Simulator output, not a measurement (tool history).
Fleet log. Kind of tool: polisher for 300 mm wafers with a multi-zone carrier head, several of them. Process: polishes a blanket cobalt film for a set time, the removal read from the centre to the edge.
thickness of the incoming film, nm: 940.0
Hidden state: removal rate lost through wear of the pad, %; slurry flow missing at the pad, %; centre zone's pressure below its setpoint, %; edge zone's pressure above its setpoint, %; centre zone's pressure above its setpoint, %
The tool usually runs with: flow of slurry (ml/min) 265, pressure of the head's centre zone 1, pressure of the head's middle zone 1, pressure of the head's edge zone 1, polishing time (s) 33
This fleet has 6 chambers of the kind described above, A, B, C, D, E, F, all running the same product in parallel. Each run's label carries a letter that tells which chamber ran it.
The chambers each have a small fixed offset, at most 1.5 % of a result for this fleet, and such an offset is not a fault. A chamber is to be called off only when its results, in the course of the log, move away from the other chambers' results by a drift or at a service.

run   hour  flow of slurry (ml/min)  pressure of the head's centre zone  pressure of the head's middle zone  pressure of the head's edge zone  polishing time (s)  wafers polished on this pad  hours since the slurry nozzle was cleaned  hours since the centre zone pressure was calibrated  hours since the edge zone pressure was calibrated  film removed at the wafer's centre (nm)  film removed at mid-radius (nm)  film removed at the wafer's edge (nm)
 1B    5.7                      265                                   1                                   1                                 1                  33                          148                                      133.7                                                899.5                                              406.4                                   113.26                           112.68                                 112.89
 2C    8.8                      265                                   1                                   1                                 1                  33                          212                                       48.2                                                 1091                                              247.3                                   115.91                           114.71                                 113.93
 3D   13.8                      265                                   1                                   1                                 1                  33                          727                                      460.1                                                144.8                                               1002                                   112.39                           115.24                                 112.86
 4E   19.9                      265                                   1                                   1                                 1                  33                          912                                      727.9                                                 56.2                                              645.8                                   112.33                           114.92                                  111.8
      22.7  -- chamber A: worn pad replaced by a new one
 5F   24.7                      265                                   1                                   1                                 1                  33                          462                                      141.5                                                188.4                                              138.5                                    114.2                           114.06                                 113.36
 6A   29.5                      265                                   1                                1.06                                 1                  33                          110                                      242.7                                                490.5                                             1112.5                                   111.68                           120.79                                 115.55
      30.2  -- chamber E: slurry nozzle cleaned
 7D   32.4                      265                                   1                                1.06                                 1                  33                         1026                                      478.7                                                163.4                                             1020.6                                   111.79                           120.18                                 113.72
      33.3  -- chamber C: worn pad replaced by a new one
      33.7  -- chamber E: worn pad replaced by a new one
 8E   35.8                      265                                   1                                1.06                                 1                  33                           34                                        5.6                                                 72.1                                              661.7                                   111.81                           120.75                                 114.83
 9C   40.6                      265                                   1                                1.06                                 1                  33                          118                                         80                                               1122.8                                              279.1                                   113.73                           120.47                                 112.78
      44.5  -- chamber B: worn pad replaced by a new one
10F   45.8                      265                                   1                                1.06                                 1                  33                          802                                      162.6                                                209.5                                              159.6                                   112.76                           120.66                                 112.68
      48.6  -- chamber F: worn pad replaced by a new one
11A   49.8                      265                                   1                                1.06                                 1                  33                          437                                        263                                                510.8                                             1132.8                                   112.04                           117.26                                  115.9
12B   54.5                      265                                   1                                1.07                                 1                  33                          161                                      182.5                                                948.3                                              455.2                                   113.15                           122.39                                 114.27
13C   57.3                      265                                   1                                1.07                                 1                  33                          388                                       96.7                                               1139.5                                              295.8                                   116.06                           118.22                                 114.83
14A   60.4                      265                                   1                                1.07                                 1                  33                          608                                      273.6                                                521.4                                             1143.4                                   111.92                           121.99                                 116.15
15F   64.6                      265                                   1                                1.07                                 1                  33                          259                                      181.4                                                228.3                                              178.4                                    114.5                           122.06                                  113.5
      68.8  -- chamber C: worn pad replaced by a new one
16E   70.1                      265                                   1                                1.07                                 1                  33                          587                                       39.9                                                106.4                                                696                                   113.07                           121.83                                 110.01
17D     75                      265                                   1                                1.07                                 1                  33                         1713                                      521.3                                                  206                                             1063.2                                   112.86                              121                                 112.44
      78.3  -- chamber E: edge zone pressure recalibrated
18B   80.9                      265                                   1                                   1                                 1                  33                          586                                      208.9                                                974.7                                              481.6                                   115.25                           113.98                                 111.49
19D   85.8                      265                                   1                                   1                                 1                  33                         1887                                      532.1                                                216.8                                               1074                                   111.47                           112.95                                 110.42
20E     92                      210                                   1                                   1                                 1                  33                          940                                       61.8                                                128.3                                               13.7                                   110.02                           110.64                                 112.67
      95.6  -- chamber B: worn pad replaced by a new one
21F   96.9                      210                                   1                                   1                                 1                  33                          779                                      213.7                                                260.6                                              210.7                                   112.46                           111.37                                 112.57
      97.2  -- chamber A: worn pad replaced by a new one
22A  100.6                      210                                   1                                   1                                 1                  33                           55                                      313.8                                                561.6                                             1183.6                                   109.51                           108.63                                  113.9
     101.6  -- chamber F: worn pad replaced by a new one
23B  106.4                      210                                   1                                   1                                 1                  33                          174                                      234.4                                               1000.2                                              507.1                                   109.35                            111.2                                 110.57
24C  110.6                      210                                   1                                   1                                 1                  33                          673                                        150                                               1192.8                                              349.1                                   111.19                           111.16                                 110.25
     110.9  -- chamber C: worn pad replaced by a new one
     113.2  -- chamber E: worn pad replaced by a new one
25A  115.8                      210                                   1                                   1                                 1                  33                          300                                        329                                                576.8                                             1198.8                                   107.91                           110.12                                 111.95
26F  119.1                      265                                   1                                   1                                 1                  33                          282                                      235.9                                                282.8                                              232.9                                   113.85                           115.59                                 113.98
27E  123.2                      175                                   1                                   1                              0.88                  33                          161                                         93                                                159.5                                               44.9                                   105.84                           108.21                                 104.18
     123.4  -- chamber B: centre zone pressure recalibrated
28D    126                      175                                   1                                   1                              0.88                  33                         2535                                      572.3                                                  257                                             1114.2                                   101.52                            100.8                                 95.803
29B  129.6                      175                                   1                                   1                              0.88                  33                          547                                      257.6                                                  6.3                                              530.3                                   105.65                           108.78                                  101.1
30C  133.8                      175                                   1                                   1                              0.88                  33                          370                                      173.2                                                 1216                                              372.3                                   106.06                            107.9                                 104.81
     138.3  -- chamber C: slurry nozzle cleaned
31E    140                      175                                   1                                   1                              0.88                  33                          432                                      109.8                                                176.3                                               61.7                                   106.53                           109.02                                 104.18
     143.9  -- chamber C: worn pad replaced by a new one
32A  144.7                      175                                   1                                   1                              0.88                  33                          766                                      357.9                                                605.7                                             1227.7                                    105.5                            105.7                                 103.17
33C  150.3                      265                                1.07                                   1                              1.06                  33                          104                                         12                                               1232.5                                              388.8                                   121.65                            115.5                                 116.19
     153.8  -- chamber F: worn pad replaced by a new one
     154.7  -- chamber B: worn pad replaced by a new one
34B  154.9                      265                                1.07                                   1                              1.06                  33                            4                                      282.9                                                 31.6                                              555.6                                   120.91                           112.41                                 117.08
35F    158                      265                                1.07                                   1                              1.06                  33                           68                                      274.8                                                321.7                                              271.8                                   122.93                           114.58                                 117.37
36D  162.7                      265                                1.07                                   1                              1.06                  33                         3126                                        609                                                293.7                                             1150.9                                   112.22                           101.94                                 103.96

Decide between three cases: one chamber stands off from its peers, the gauge reading all wafers drifts, or nothing is wrong past each chamber's small offset. Where a chamber is off, say which and what most likely put it there.

One chamber, D, drifts off from the rest bit by bit.
Likeliest cause: removal rate lost through wear of the pad, % = 9.7.

Below are 4 candidate recipes for chamber D's next run, each the usual settings with a change, their results shown as question marks. Which of them brings D's results back in line with what the other chambers give on the usual settings?
Maximum distance from the other chambers' mean on the usual settings for a result to count as in line: film removed at the wafer's centre (nm) 3.7; film removed at mid-radius (nm) 3.8; film removed at the wafer's edge (nm) 5.7
37D-1  167.1                      270                                0.99                                   1                              1.01                  39                                                                                                                                                                                                                        ?                                ?                                      ?
37D-2  167.1                      260                                   1                                   1                              0.99                  28                                                                                                                                                                                                                        ?                                ?                                      ?
37D-3  167.1                      265                                   1                                   1                              1.01                  37                                                                                                                                                                                                                        ?                                ?                                      ?
37D-4  167.1                      265                                   1                                   1                              0.99                  30                                                                                                                                                                                                                        ?                                ?                                      ?

Average result of the remaining chambers running the usual settings: film removed at the wafer's centre (nm) 113.54; film removed at mid-radius (nm) 113.96; film removed at the wafer's edge (nm) 114.15
  run  film removed at the wafer's centre (nm)  film removed at mid-radius (nm)  film removed at the wafer's edge (nm)
37D-1                                   119.98                           121.39                                 121.91
37D-2                                   86.701                           86.795                                 86.354
37D-3                                   114.83                           114.93                                 115.48
37D-4                                   93.109                           93.189                                 92.669
It is 37D-3 that realigns the chamber with its peers.
